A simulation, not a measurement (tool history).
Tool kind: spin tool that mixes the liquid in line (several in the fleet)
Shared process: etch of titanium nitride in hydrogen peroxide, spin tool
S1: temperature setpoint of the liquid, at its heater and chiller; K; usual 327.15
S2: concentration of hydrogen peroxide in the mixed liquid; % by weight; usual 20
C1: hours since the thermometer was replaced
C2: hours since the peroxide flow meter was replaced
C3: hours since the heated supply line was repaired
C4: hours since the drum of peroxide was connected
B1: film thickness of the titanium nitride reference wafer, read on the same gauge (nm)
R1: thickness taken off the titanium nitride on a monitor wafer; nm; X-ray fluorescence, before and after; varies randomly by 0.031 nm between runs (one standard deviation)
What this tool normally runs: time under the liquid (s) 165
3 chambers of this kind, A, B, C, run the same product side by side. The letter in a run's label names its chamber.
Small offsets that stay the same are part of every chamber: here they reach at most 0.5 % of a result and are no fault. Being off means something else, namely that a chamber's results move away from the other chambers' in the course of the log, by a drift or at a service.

run 1A hour=5.0 | S1=327.15 S2=20 time_under_the_liquid_(s)=165 | C1=778.2 C2=1584.0 C3=189.2 C4=568.1 | B1=130.01 | R1=5.4058
run 2C hour=15.1 | S1=327.15 S2=20 time_under_the_liquid_(s)=165 | C1=1560.0 C2=710.2 C3=650.8 C4=234.2 | B1=130.02 | R1=5.4861
run 3B hour=23.9 | S1=327.15 S2=20 time_under_the_liquid_(s)=165 | C1=218.5 C2=579.2 C3=931.8 C4=376.2 | B1=129.99 | R1=5.4210
run 4B hour=35.2 | S1=327.15 S2=20 time_under_the_liquid_(s)=165 | C1=229.8 C2=590.5 C3=943.1 C4=387.5 | B1=130.01 | R1=5.3805
run 5C hour=41.1 | S1=327.15 S2=20 time_under_the_liquid_(s)=165 | C1=1586.0 C2=736.2 C3=676.8 C4=260.2 | B1=130.00 | R1=5.4923
-- hour=47.9 chamber A: thermometer replaced
run 6A hour=48.8 | S1=327.15 S2=20 time_under_the_liquid_(s)=165 | C1=0.9 C2=1627.8 C3=233.0 C4=611.9 | B1=130.02 | R1=5.4581
run 7C hour=60.3 | S1=327.15 S2=20 time_under_the_liquid_(s)=165 | C1=1605.2 C2=755.4 C3=696.0 C4=279.4 | B1=130.02 | R1=5.4862
-- hour=65.9 chamber A: new drum of peroxide connected
run 8B hour=69.1 | S1=327.15 S2=20 time_under_the_liquid_(s)=165 | C1=263.7 C2=624.4 C3=977.0 C4=421.4 | B1=130.02 | R1=5.4522
run 9A hour=77.6 | S1=327.15 S2=20 time_under_the_liquid_(s)=165 | C1=29.7 C2=1656.6 C3=261.8 C4=11.8 | B1=130.02 | R1=5.3850
-- hour=77.9 chamber B: peroxide flow meter replaced
run 10A hour=86.5 | S1=327.15 S2=20 time_under_the_liquid_(s)=165 | C1=38.6 C2=1665.5 C3=270.7 C4=20.7 | B1=130.01 | R1=5.4218
run 11B hour=94.4 | S1=327.15 S2=20 time_under_the_liquid_(s)=165 | C1=289.0 C2=16.5 C3=1002.3 C4=446.7 | B1=130.01 | R1=5.4424
run 12C hour=99.5 | S1=327.15 S2=20 time_under_the_liquid_(s)=165 | C1=1644.4 C2=794.6 C3=735.2 C4=318.6 | B1=130.01 | R1=5.5033
run 13C hour=107.5 | S1=327.15 S2=20 time_under_the_liquid_(s)=165 | C1=1652.4 C2=802.6 C3=743.2 C4=326.6 | B1=130.01 | R1=5.5170
run 14A hour=118.4 | S1=327.15 S2=20 time_under_the_liquid_(s)=165 | C1=70.5 C2=1697.4 C3=302.6 C4=52.6 | B1=130.00 | R1=5.3643
run 15B hour=123.7 | S1=327.15 S2=20 time_under_the_liquid_(s)=165 | C1=318.3 C2=45.8 C3=1031.6 C4=476.0 | B1=130.02 | R1=5.4136
run 16A hour=130.3 | S1=327.15 S2=20 time_under_the_liquid_(s)=165 | C1=82.4 C2=1709.3 C3=314.5 C4=64.5 | B1=130.01 | R1=5.3562
-- hour=136.2 chamber C: thermometer replaced
run 17C hour=137.4 | S1=327.15 S2=20 time_under_the_liquid_(s)=165 | C1=1.2 C2=832.5 C3=773.1 C4=356.5 | B1=129.99 | R1=5.4746
run 18B hour=145.1 | S1=327.15 S2=20 time_under_the_liquid_(s)=165 | C1=339.7 C2=67.2 C3=1053.0 C4=497.4 | B1=130.02 | R1=5.4461
run 19A hour=156.6 | S1=327.15 S2=20 time_under_the_liquid_(s)=165 | C1=108.7 C2=1735.6 C3=340.8 C4=90.8 | B1=129.98 | R1=5.3759
run 20C hour=163.8 | S1=327.15 S2=20 time_under_the_liquid_(s)=165 | C1=27.6 C2=858.9 C3=799.5 C4=382.9 | B1=130.01 | R1=5.4958
run 21B hour=174.6 | S1=327.15 S2=20 time_under_the_liquid_(s)=165 | C1=369.2 C2=96.7 C3=1082.5 C4=526.9 | B1=129.99 | R1=5.4959
run 22C hour=183.0 | S1=327.15 S2=20 time_under_the_liquid_(s)=165 | C1=46.8 C2=878.1 C3=818.7 C4=402.1 | B1=130.00 | R1=5.4692
run 23B hour=191.5 | S1=327.15 S2=20 time_under_the_liquid_(s)=165 | C1=386.1 C2=113.6 C3=1099.4 C4=543.8 | B1=130.00 | R1=5.4169
run 24A hour=197.3 | S1=327.15 S2=20 time_under_the_liquid_(s)=165 | C1=149.4 C2=1776.3 C3=381.5 C4=131.5 | B1=129.97 | R1=5.3302
run 25A hour=203.9 | S1=327.15 S2=20 time_under_the_liquid_(s)=165 | C1=156.0 C2=1782.9 C3=388.1 C4=138.1 | B1=129.98 | R1=5.3689
-- hour=206.8 chamber C: new drum of peroxide connected
run 26B hour=212.9 | S1=327.15 S2=20 time_under_the_liquid_(s)=165 | C1=407.5 C2=135.0 C3=1120.8 C4=565.2 | B1=130.00 | R1=5.4939
run 27C hour=222.4 | S1=327.15 S2=20 time_under_the_liquid_(s)=165 | C1=86.2 C2=917.5 C3=858.1 C4=15.7 | B1=129.99 | R1=5.4934
run 28A hour=229.7 | S1=327.15 S2=15 time_under_the_liquid_(s)=260 | C1=181.8 C2=1808.7 C3=413.9 C4=163.9 | B1=129.99 | R1=7.8494
run 29C hour=240.3 | S1=327.15 S2=15 time_under_the_liquid_(s)=260 | C1=104.1 C2=935.4 C3=876.0 C4=33.6 | B1=130.01 | R1=8.1487
run 30B hour=250.5 | S1=327.15 S2=15 time_under_the_liquid_(s)=260 | C1=445.1 C2=172.6 C3=1158.4 C4=602.8 | B1=130.02 | R1=8.1311
run 31A hour=257.8 | S1=327.15 S2=20 time_under_the_liquid_(s)=165 | C1=209.9 C2=1836.8 C3=442.0 C4=192.0 | B1=129.98 | R1=5.3516
run 32C hour=269.0 | S1=327.15 S2=20 time_under_the_liquid_(s)=165 | C1=132.8 C2=964.1 C3=904.7 C4=62.3 | B1=130.01 | R1=5.4589
run 33B hour=279.8 | S1=327.15 S2=20 time_under_the_liquid_(s)=165 | C1=474.4 C2=201.9 C3=1187.7 C4=632.1 | B1=130.02 | R1=5.4429
-- hour=284.0 chamber C: peroxide flow meter replaced
run 34C hour=291.4 | S1=327.15 S2=20 time_under_the_liquid_(s)=165 | C1=155.2 C2=7.4 C3=927.1 C4=84.7 | B1=130.01 | R1=5.4721
run 35A hour=301.9 | S1=327.15 S2=20 time_under_the_liquid_(s)=165 | C1=254.0 C2=1880.9 C3=486.1 C4=236.1 | B1=130.01 | R1=5.2719
run 36B hour=312.3 | S1=327.15 S2=20 time_under_the_liquid_(s)=165 | C1=506.9 C2=234.4 C3=1220.2 C4=664.6 | B1=129.98 | R1=5.5000
run 37C hour=319.1 | S1=327.15 S2=20 time_under_the_liquid_(s)=165 | C1=182.9 C2=35.1 C3=954.8 C4=112.4 | B1=130.00 | R1=5.4784
run 38A hour=325.2 | S1=327.15 S2=20 time_under_the_liquid_(s)=165 | C1=277.3 C2=1904.2 C3=509.4 C4=259.4 | B1=129.99 | R1=5.2876
run 39B hour=336.5 | S1=327.15 S2=20 time_under_the_liquid_(s)=165 | C1=531.1 C2=258.6 C3=1244.4 C4=688.8 | B1=129.98 | R1=5.4515
run 40C hour=347.8 | S1=327.15 S2=14 time_under_the_liquid_(s)=90 | C1=211.6 C2=63.8 C3=983.5 C4=141.1 | B1=130.01 | R1=2.7710
run 41A hour=355.3 | S1=327.15 S2=14 time_under_the_liquid_(s)=90 | C1=307.4 C2=1934.3 C3=539.5 C4=289.5 | B1=130.01 | R1=2.6376

All 3 chambers run these settings next. Forecast each chamber's results:
run 42A hour=363.6 | S1=327.15 S2=20 time_under_the_liquid_(s)=165 | R1=?
run 42B hour=363.6 | S1=327.15 S2=20 time_under_the_liquid_(s)=165 | R1=?
run 42C hour=363.6 | S1=327.15 S2=20 time_under_the_liquid_(s)=165 | R1=?

run=42A R1=5.1877
run=42B R1=5.4274
run=42C R1=5.5116

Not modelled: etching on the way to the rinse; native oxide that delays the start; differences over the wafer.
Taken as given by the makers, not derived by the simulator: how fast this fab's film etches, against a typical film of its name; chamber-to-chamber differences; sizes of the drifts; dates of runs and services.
